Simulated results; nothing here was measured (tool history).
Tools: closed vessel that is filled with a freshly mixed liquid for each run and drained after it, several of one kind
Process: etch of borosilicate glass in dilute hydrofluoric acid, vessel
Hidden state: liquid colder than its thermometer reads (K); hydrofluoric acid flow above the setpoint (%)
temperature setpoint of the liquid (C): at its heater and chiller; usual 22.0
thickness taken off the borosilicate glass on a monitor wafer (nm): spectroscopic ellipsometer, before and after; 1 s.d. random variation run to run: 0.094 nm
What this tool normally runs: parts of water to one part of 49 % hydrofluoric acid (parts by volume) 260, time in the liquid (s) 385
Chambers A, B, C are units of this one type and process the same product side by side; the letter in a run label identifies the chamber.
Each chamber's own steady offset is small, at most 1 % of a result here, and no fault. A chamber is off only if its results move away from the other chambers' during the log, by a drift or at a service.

| run | hour | temperature setpoint of the liquid (C) | parts of water to one part of 49 % hydrofluoric acid (parts by volume) | time in the liquid (s) | hours since the thermometer was replaced | hours since the hydrofluoric acid flow meter was replaced | read-back film thickness of the borosilicate glass reference wafer, read on the same gauge (nm) | thickness taken off the borosilicate glass on a monitor wafer (nm) |
|---|---|---|---|---|---|---|---|---|
| 1C | 8.5 | 22.0 | 260 | 385 | 1860.2 | 71.5 | 69.961 | 30.590 |
| 2B | 13.1 | 22.0 | 260 | 385 | 89.8 | 297.3 | 69.969 | 30.653 |
| 3A | 20.6 | 22.0 | 260 | 385 | 2343.7 | 1337.0 | 69.971 | 30.998 |
| 4C | 29.0 | 22.0 | 260 | 385 | 1880.7 | 92.0 | 70.007 | 30.418 |
| 5B | 34.9 | 22.0 | 260 | 385 | 111.6 | 319.1 | 70.021 | 30.379 |
| 6A | 41.9 | 22.0 | 260 | 385 | 2365.0 | 1358.3 | 69.965 | 30.832 |
| 7A | 49.8 | 22.0 | 260 | 385 | 2372.9 | 1366.2 | 69.957 | 30.960 |
| 8C | 54.5 | 22.0 | 260 | 385 | 1906.2 | 117.5 | 69.926 | 30.634 |
|  | 58.5 | chamber A: thermometer replaced |
| 9B | 61.6 | 22.0 | 260 | 385 | 138.3 | 345.8 | 70.028 | 30.485 |
| 10A | 68.8 | 22.0 | 260 | 385 | 10.4 | 1385.2 | 70.056 | 30.770 |
| 11C | 74.0 | 18.5 | 260 | 385 | 1925.7 | 137.0 | 69.976 | 26.931 |
| 12B | 81.6 | 18.5 | 260 | 385 | 158.3 | 365.8 | 70.081 | 26.652 |
| 13C | 87.3 | 18.5 | 260 | 385 | 1939.0 | 150.3 | 69.978 | 27.026 |
| 14B | 95.5 | 22.0 | 260 | 385 | 172.2 | 379.7 | 70.061 | 30.465 |
| 15A | 100.7 | 22.0 | 260 | 385 | 42.3 | 1417.1 | 70.074 | 31.019 |
| 16C | 105.9 | 22.0 | 260 | 385 | 1957.6 | 168.9 | 69.982 | 30.602 |
| 17A | 111.3 | 22.0 | 260 | 465 | 52.9 | 1427.7 | 70.006 | 37.305 |
| 18B | 119.5 | 22.0 | 260 | 465 | 196.2 | 403.7 | 69.977 | 37.137 |
| 19B | 127.9 | 22.0 | 260 | 465 | 204.6 | 412.1 | 69.971 | 36.909 |
| 20A | 136.4 | 18.0 | 320 | 385 | 78.0 | 1452.8 | 69.984 | 20.573 |
| 21C | 145.1 | 18.0 | 320 | 385 | 1996.8 | 208.1 | 69.983 | 20.340 |
| 22B | 150.5 | 18.0 | 320 | 385 | 227.2 | 434.7 | 70.001 | 20.346 |
| 23A | 156.4 | 22.0 | 260 | 385 | 98.0 | 1472.8 | 70.015 | 30.832 |
| 24C | 164.8 | 22.0 | 260 | 385 | 2016.5 | 227.8 | 70.034 | 30.247 |
| 25C | 170.3 | 22.0 | 260 | 385 | 2022.0 | 233.3 | 70.029 | 30.172 |
| 26B | 177.9 | 27.0 | 385 | 385 | 254.6 | 462.1 | 69.991 | 21.853 |
| 27A | 182.7 | 27.0 | 385 | 385 | 124.3 | 1499.1 | 70.033 | 22.076 |
| 28B | 190.4 | 27.0 | 385 | 385 | 267.1 | 474.6 | 69.945 | 21.759 |
| 29A | 198.7 | 22.0 | 260 | 385 | 140.3 | 1515.1 | 69.937 | 30.892 |
| 30C | 207.1 | 22.0 | 260 | 385 | 2058.8 | 270.1 | 70.011 | 30.104 |
| 31A | 216.0 | 22.0 | 260 | 385 | 157.6 | 1532.4 | 69.984 | 30.884 |
| 32B | 223.7 | 22.0 | 260 | 385 | 300.4 | 507.9 | 69.999 | 30.468 |
| 33C | 227.8 | 22.0 | 260 | 385 | 2079.5 | 290.8 | 70.011 | 30.073 |
| 34A | 235.8 | 22.0 | 260 | 385 | 177.4 | 1552.2 | 69.998 | 31.031 |
| 35B | 243.3 | 22.0 | 260 | 385 | 320.0 | 527.5 | 69.954 | 30.650 |
| 36C | 249.2 | 22.0 | 260 | 385 | 2100.9 | 312.2 | 70.015 | 29.938 |
| 37A | 256.6 | 22.0 | 260 | 385 | 198.2 | 1573.0 | 69.974 | 30.945 |
| 38C | 261.2 | 22.0 | 260 | 385 | 2112.9 | 324.2 | 69.998 | 29.581 |
| 39B | 266.7 | 22.0 | 260 | 385 | 343.4 | 550.9 | 69.970 | 30.683 |
| 40B | 272.0 | 25.0 | 165 | 385 | 348.7 | 556.2 | 69.961 | 58.809 |
| 41C | 277.5 | 25.0 | 165 | 385 | 2129.2 | 340.5 | 70.008 | 57.552 |
| 42A | 285.0 | 25.0 | 165 | 385 | 226.6 | 1601.4 | 70.021 | 59.412 |
| 43A | 291.0 | 22.0 | 260 | 385 | 232.6 | 1607.4 | 70.037 | 30.920 |

Does one chamber stand apart from the rest, does the shared gauge drift, or is all well apart from small per-chamber offsets? Give the chamber and the most likely cause, where there is one.

It is chamber C that slowly wanders off from its peers.
Cause: liquid colder than its thermometer reads (K) = 0.97.
The log may not separate it from: hydrofluoric acid flow below the setpoint (%).

Which of the 4 candidates below, each the usual settings with something changed and its results left as question marks, puts chamber C back in line with what the other chambers give on the usual settings?
In line means no further than this from the other chambers' mean on the usual settings: thickness taken off the borosilicate glass on a monitor wafer (nm) 0.330
| 44C-1 | 297.4 | 22.0 | 250 | 400 |  |  |  | ? |
| 44C-2 | 297.4 | 22.0 | 260 | 400 |  |  |  | ? |
| 44C-3 | 297.4 | 22.0 | 270 | 370 |  |  |  | ? |
| 44C-4 | 297.4 | 22.0 | 260 | 370 |  |  |  | ? |

What the other chambers average on the usual settings: thickness taken off the borosilicate glass on a monitor wafer (nm) 30.752
| run | thickness taken off the borosilicate glass on a monitor wafer (nm) |
|---|---|
| 44C-1 | 32.260 |
| 44C-2 | 30.737 |
| 44C-3 | 27.130 |
| 44C-4 | 28.431 |
It is 44C-2 that realigns the chamber with its peers.

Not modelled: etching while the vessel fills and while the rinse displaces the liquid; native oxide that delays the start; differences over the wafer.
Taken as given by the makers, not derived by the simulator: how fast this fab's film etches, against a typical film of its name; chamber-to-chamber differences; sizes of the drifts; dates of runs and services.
